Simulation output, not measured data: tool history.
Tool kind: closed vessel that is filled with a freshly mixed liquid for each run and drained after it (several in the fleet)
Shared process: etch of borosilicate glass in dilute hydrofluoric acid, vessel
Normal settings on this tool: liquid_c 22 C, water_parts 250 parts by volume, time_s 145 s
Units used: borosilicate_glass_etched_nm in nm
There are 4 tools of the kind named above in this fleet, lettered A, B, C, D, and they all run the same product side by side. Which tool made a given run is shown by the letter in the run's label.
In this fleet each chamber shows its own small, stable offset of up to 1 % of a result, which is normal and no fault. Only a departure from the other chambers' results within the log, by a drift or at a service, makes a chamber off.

| run | hour | liquid_c | water_parts | time_s | hours since the thermometer was replaced | hours since the hydrofluoric acid flow meter was replaced | read-back film thickness of the borosilicate glass reference wafer, read on the same gauge (nm) | borosilicate_glass_etched_nm |
|---|---|---|---|---|---|---|---|---|
| 1C | 12.2 | 22 | 250 | 145 | 410.3 | 1196.2 | 80.041 | 19.4550 |
| 2A | 22.5 | 22 | 250 | 145 | 1400.1 | 960.6 | 80.022 | 19.3410 |
| 3D | 32.9 | 22 | 250 | 145 | 608.1 | 349.4 | 79.985 | 19.5510 |
| 4B | 48.1 | 22 | 250 | 145 | 536.2 | 228.3 | 80.018 | 19.6890 |
| 5D | 62.3 | 22 | 250 | 145 | 637.5 | 378.8 | 80.004 | 19.5310 |
| 6C | 71.6 | 22 | 250 | 145 | 469.7 | 1255.6 | 80.008 | 19.5270 |
| 7A | 81.5 | 22 | 250 | 145 | 1459.1 | 1019.6 | 80.020 | 19.4400 |
| 8B | 94.4 | 22 | 250 | 145 | 582.5 | 274.6 | 80.040 | 19.8130 |
| 9C | 107.0 | 22 | 150 | 225 | 505.1 | 1291.0 | 79.981 | 56.0070 |
| 10A | 117.7 | 22 | 150 | 225 | 1495.3 | 1055.8 | 79.976 | 54.5470 |
|  | 124.9 | chamber B: thermometer replaced |
| 11B | 129.4 | 22 | 150 | 225 | 4.6 | 309.6 | 79.996 | 55.8870 |
|  | 137.4 | chamber C: thermometer replaced |
| 12D | 143.3 | 22 | 150 | 225 | 718.5 | 459.8 | 80.013 | 56.5890 |
| 13C | 151.2 | 22 | 250 | 145 | 13.9 | 1335.2 | 79.966 | 19.6060 |
|  | 164.2 | chamber A: thermometer replaced |
| 14B | 164.4 | 22 | 250 | 145 | 39.6 | 344.6 | 79.977 | 19.8300 |
| 15A | 180.6 | 22 | 250 | 145 | 16.4 | 1118.7 | 79.972 | 19.4200 |
| 16D | 194.2 | 22 | 250 | 145 | 769.4 | 510.7 | 79.990 | 19.5770 |
| 17D | 207.4 | 22 | 250 | 145 | 782.6 | 523.9 | 79.994 | 19.5180 |
| 18C | 215.1 | 22 | 250 | 145 | 77.8 | 1399.1 | 80.000 | 19.5610 |
| 19A | 225.5 | 22 | 250 | 145 | 61.3 | 1163.6 | 80.023 | 19.3760 |
| 20B | 239.2 | 22 | 250 | 145 | 114.4 | 419.4 | 80.008 | 19.7270 |
| 21B | 255.8 | 22 | 250 | 145 | 131.0 | 436.0 | 80.000 | 19.6880 |
|  | 262.7 | chamber D: hydrofluoric acid flow meter replaced |
| 22D | 263.7 | 22 | 250 | 145 | 838.9 | 1.0 | 80.003 | 19.6260 |
| 23A | 274.6 | 22 | 250 | 145 | 110.4 | 1212.7 | 80.009 | 19.4170 |
| 24C | 287.8 | 22 | 250 | 145 | 150.5 | 1471.8 | 80.001 | 19.6020 |
| 25A | 300.9 | 22 | 250 | 145 | 136.7 | 1239.0 | 80.013 | 19.4980 |
| 26C | 312.0 | 22 | 250 | 145 | 174.7 | 1496.0 | 80.024 | 19.4840 |
| 27B | 321.0 | 22 | 250 | 145 | 196.2 | 501.2 | 80.010 | 19.7280 |
| 28D | 337.1 | 22 | 250 | 145 | 912.3 | 74.4 | 79.984 | 19.5510 |
| 29A | 349.3 | 22 | 250 | 145 | 185.1 | 1287.4 | 80.023 | 19.4220 |
| 30D | 357.5 | 22 | 250 | 145 | 932.7 | 94.8 | 80.006 | 19.6510 |

Next, every chamber runs the same settings. What will each give?
| 31A | 369.4 | 22 | 250 | 65 |  |  |  | ? |
| 31B | 369.4 | 22 | 250 | 65 |  |  |  | ? |
| 31C | 369.4 | 22 | 250 | 65 |  |  |  | ? |
| 31D | 369.4 | 22 | 250 | 65 |  |  |  | ? |

| run | borosilicate_glass_etched_nm |
|---|---|
| 31A | 8.7279 |
| 31B | 8.8652 |
| 31C | 8.7647 |
| 31D | 8.7877 |

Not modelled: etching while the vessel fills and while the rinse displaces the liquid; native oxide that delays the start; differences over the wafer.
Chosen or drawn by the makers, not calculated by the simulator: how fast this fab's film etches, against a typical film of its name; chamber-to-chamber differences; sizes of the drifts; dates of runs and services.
